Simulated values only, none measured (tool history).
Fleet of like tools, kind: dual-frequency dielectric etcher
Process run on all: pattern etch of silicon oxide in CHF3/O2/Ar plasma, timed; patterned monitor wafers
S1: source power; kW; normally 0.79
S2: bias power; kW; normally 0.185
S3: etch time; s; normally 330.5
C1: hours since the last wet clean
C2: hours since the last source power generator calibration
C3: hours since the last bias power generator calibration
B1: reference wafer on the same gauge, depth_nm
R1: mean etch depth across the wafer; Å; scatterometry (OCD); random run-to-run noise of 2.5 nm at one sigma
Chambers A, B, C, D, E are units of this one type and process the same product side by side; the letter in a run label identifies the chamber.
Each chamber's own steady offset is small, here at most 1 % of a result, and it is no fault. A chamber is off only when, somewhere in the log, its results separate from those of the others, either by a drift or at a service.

| run | hour | S1 | S2 | S3 | C1 | C2 | C3 | B1 | R1 |
|---|---|---|---|---|---|---|---|---|---|
|  | 8.6 | chamber D: wet clean of the chamber |
| 1C | 10.3 | 0.79 | 0.185 | 330.5 | 129.8 | 139 | 2792.4 | 735 | 7318.1 |
| 2D | 17.9 | 0.79 | 0.185 | 330.5 | 9.4 | 2502.4 | 1631.9 | 734.59 | 7317.2 |
| 3E | 28.5 | 0.79 | 0.185 | 330.5 | 320.7 | 1063.6 | 1104.9 | 734.93 | 7288.1 |
| 4B | 36.9 | 0.79 | 0.185 | 330.5 | 375.8 | 1490.3 | 2776.9 | 734.75 | 7373.4 |
| 5A | 45.9 | 0.79 | 0.185 | 330.5 | 292.1 | 1747.7 | 2728.9 | 734.89 | 7421.2 |
| 6C | 55.1 | 0.79 | 0.185 | 330.5 | 174.6 | 183.8 | 2837.2 | 735.5 | 7348.5 |
| 7D | 63.4 | 0.79 | 0.185 | 330.5 | 54.9 | 2547.9 | 1677.4 | 735.05 | 7319.3 |
| 8B | 75.8 | 0.79 | 0.185 | 330.5 | 414.7 | 1529.2 | 2815.8 | 735.15 | 7332.9 |
| 9E | 85.7 | 0.79 | 0.185 | 330.5 | 377.9 | 1120.8 | 1162.1 | 735.42 | 7365.2 |
|  | 90.3 | chamber D: bias power generator calibrated |
| 10A | 96.3 | 0.79 | 0.185 | 330.5 | 342.5 | 1798.1 | 2779.3 | 734.66 | 7409.1 |
|  | 98.2 | chamber A: wet clean of the chamber |
| 11D | 105.1 | 0.79 | 0.185 | 330.5 | 96.6 | 2589.6 | 14.9 | 734.58 | 7266.9 |
| 12E | 119.9 | 0.79 | 0.185 | 330.5 | 412.1 | 1155 | 1196.3 | 734.95 | 7347.9 |
|  | 120.3 | chamber B: wet clean of the chamber |
|  | 121.1 | chamber E: wet clean of the chamber |
| 13A | 133.1 | 0.79 | 0.144 | 330.5 | 34.9 | 1834.9 | 2816.1 | 734.99 | 6861.5 |
| 14C | 141.2 | 0.79 | 0.144 | 330.5 | 260.7 | 269.9 | 2923.3 | 735.11 | 6742.7 |
| 15B | 155.5 | 0.79 | 0.144 | 330.5 | 35.3 | 1608.9 | 2895.5 | 734.88 | 6718.8 |
| 16C | 168.3 | 0.79 | 0.144 | 330.5 | 287.8 | 297 | 2950.4 | 735.36 | 6765.9 |
| 17A | 175.2 | 0.79 | 0.144 | 330.5 | 77 | 1877 | 2858.2 | 735.52 | 6807.3 |
| 18E | 187.2 | 0.88 | 0.185 | 330.5 | 66.1 | 1222.3 | 1263.6 | 735.84 | 7629.7 |
| 19B | 200.6 | 0.88 | 0.185 | 330.5 | 80.4 | 1654 | 2940.6 | 735.27 | 7630.2 |
| 20D | 211.9 | 0.88 | 0.185 | 330.5 | 203.4 | 2696.4 | 121.7 | 735.18 | 7650 |
| 21A | 224.5 | 0.88 | 0.185 | 330.5 | 126.3 | 1926.3 | 2907.5 | 735.43 | 7768.9 |
|  | 236 | chamber B: bias power generator calibrated |
| 22D | 239.8 | 0.88 | 0.185 | 330.5 | 231.3 | 2724.3 | 149.6 | 735.58 | 7624.6 |
| 23E | 248.8 | 0.79 | 0.185 | 330.5 | 127.7 | 1283.9 | 1325.2 | 735.18 | 7329 |
| 24B | 264.1 | 0.79 | 0.185 | 330.5 | 143.9 | 1717.5 | 28.1 | 734.31 | 7276.2 |
| 25C | 275.3 | 0.79 | 0.185 | 330.5 | 394.8 | 404 | 3057.4 | 735 | 7313.3 |
| 26E | 286.4 | 0.79 | 0.185 | 330.5 | 165.3 | 1321.5 | 1362.8 | 734.75 | 7260.8 |
| 27D | 293.8 | 0.79 | 0.185 | 330.5 | 285.3 | 2778.3 | 203.6 | 734.91 | 7283.1 |
| 28B | 307.1 | 0.64 | 0.147 | 330.5 | 186.9 | 1760.5 | 71.1 | 734.99 | 6262.9 |
| 29A | 319.2 | 0.64 | 0.147 | 330.5 | 221 | 2021 | 3002.2 | 735.28 | 6288 |
| 30C | 328.9 | 0.64 | 0.147 | 330.5 | 448.4 | 457.6 | 3111 | 735.3 | 6293.9 |
| 31A | 339.2 | 0.64 | 0.147 | 330.5 | 241 | 2041 | 3022.2 | 734.34 | 6311.3 |

Does one chamber stand apart from the rest, does the shared gauge drift, or is all well apart from small per-chamber offsets? Give the chamber and the most likely cause, where there is one.

No chamber stands off beyond its own small offset, and the gauge holds steady.
